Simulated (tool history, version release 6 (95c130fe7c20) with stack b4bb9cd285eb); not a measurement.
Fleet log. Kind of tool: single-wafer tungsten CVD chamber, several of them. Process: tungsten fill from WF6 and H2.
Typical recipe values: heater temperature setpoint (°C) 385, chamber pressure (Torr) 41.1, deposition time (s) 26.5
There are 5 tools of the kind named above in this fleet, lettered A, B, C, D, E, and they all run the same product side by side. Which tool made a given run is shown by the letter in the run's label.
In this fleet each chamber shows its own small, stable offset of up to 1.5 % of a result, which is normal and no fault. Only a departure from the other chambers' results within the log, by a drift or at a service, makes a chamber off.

run,day,heater temperature setpoint (°C),chamber pressure (Torr),deposition time (s),hours since the last thermocouple change,hours since the last manometer calibration,"read-back reference wafer on the same gauge, thickness_nm",mean film thickness on the monitor wafer (Å)
1E,0.404,385,41.1,26.5,547.1,1496.6,65.317,659.60
2B,0.650,385,41.1,26.5,2373.2,802.9,65.294,667.73
# day 0.812: chamber E: capacitance manometer re-zeroed and calibrated
3A,1.050,385,41.1,26.5,1050.7,673.1,65.263,662.65
# day 1.308: chamber D: capacitance manometer re-zeroed and calibrated
4D,1.338,385,41.1,26.5,1268.5,0.7,65.274,673.40
5C,1.567,385,41.1,26.5,1215.6,927.7,65.205,663.74
6B,1.783,385,41.1,26.5,2400.4,830.1,65.276,667.07
7A,2.062,385,41.1,26.5,1075.0,697.4,65.279,666.62
8E,2.296,385,41.1,26.5,592.5,35.6,65.302,670.14
9D,2.504,385,41.1,26.5,1296.5,28.7,65.334,665.28
10C,2.762,385,41.1,26.5,1244.3,956.4,65.261,661.69
11E,3.192,385,41.1,26.5,614.0,57.1,65.319,664.97
12A,3.479,385,41.1,26.5,1109.0,731.4,65.347,672.28
13D,3.900,385,41.1,26.5,1330.0,62.2,65.308,666.00
14C,4.338,385,41.1,26.5,1282.1,994.2,65.192,659.90
15B,4.612,379,41.1,22.4,2468.3,898.0,65.381,500.21
16D,4.892,379,41.1,22.4,1353.8,86.0,65.339,499.82
17B,5.121,379,41.1,22.4,2480.5,910.2,65.287,497.87
# day 5.188: chamber B: thermocouple changed; heater temperature recalibrated
18C,5.421,379,41.1,22.4,1308.1,1020.2,65.311,496.39
19E,5.833,379,41.1,22.4,677.4,120.5,65.234,500.36
20A,6.046,385,41.1,26.5,1170.6,793.0,65.248,664.65
21B,6.383,385,41.1,26.5,28.7,940.5,65.329,649.81
22E,6.604,385,44.5,24.3,695.9,139.0,65.274,624.71
23C,6.808,385,44.5,24.3,1341.4,1053.5,65.388,631.81
24A,7.233,385,44.5,24.3,1199.1,821.5,65.338,632.15
25D,7.517,385,44.5,24.3,1416.8,149.0,65.300,632.68
26E,7.771,385,44.5,24.3,723.9,167.0,65.368,629.42
27A,7.996,385,41.1,26.5,1217.4,839.8,65.377,660.86
28C,8.342,385,41.1,26.5,1378.2,1090.3,65.251,651.80
29D,8.546,385,49.6,26.5,1441.5,173.7,65.272,730.57
30B,8.900,385,49.6,26.5,89.1,1000.9,65.292,700.00
31D,9.279,385,49.6,26.5,1459.1,191.3,65.377,724.22
32C,9.496,385,49.6,26.5,1405.9,1118.0,65.364,721.04
# day 9.542: chamber D: thermocouple changed; heater temperature recalibrated
33A,9.800,385,49.6,26.5,1260.7,883.1,65.203,727.83
34E,10.146,385,41.1,26.5,780.9,224.0,65.328,663.47
35B,10.338,385,41.1,26.5,123.6,1035.4,65.228,646.55
36E,10.671,385,37.9,26.5,793.5,236.6,65.243,640.21
37B,10.875,385,37.9,26.5,136.5,1048.3,65.236,623.18
38C,11.083,385,37.9,26.5,1444.0,1156.1,65.287,633.02
39D,11.300,385,37.9,26.5,42.3,239.8,65.364,634.91
40A,11.658,385,37.9,26.5,1305.3,927.7,65.361,643.54
41C,11.867,385,41.1,26.5,1462.8,1174.9,65.177,659.78
42B,12.242,385,41.1,26.5,169.3,1081.1,65.316,647.63
43E,12.588,385,41.1,26.5,839.5,282.6,65.212,663.05

Is one chamber out of step, is the gauge drifting, or do the chambers differ by no more than their own small offsets? For an off chamber, give its letter and the likeliest cause.

A service left chamber B off against the others.
Most likely cause: wafer temperature below the value expected at the setpoint (K) = 1.69.

Below are 4 candidate recipes for chamber B's next run, each the usual settings with a change, their results shown as question marks. Which of them brings B's results back in line with what the other chambers give on the usual settings?
To be in line, a result may differ from the other chambers' mean on the usual settings by at most: mean film thickness on the monitor wafer (Å) 12.00
44B-1,12.904,384,40.9,26.3,,,,?
44B-2,12.904,385,41.6,27.0,,,,?
44B-3,12.904,385,46.2,26.5,,,,?
44B-4,12.904,385,41.1,25.0,,,,?

What the other chambers average on the usual settings: mean film thickness on the monitor wafer (Å) 663.72
run,mean film thickness on the monitor wafer (Å)
44B-1,629.82
44B-2,665.06
44B-3,684.65
44B-4,612.19
It is 44B-2 that realigns the chamber with its peers.
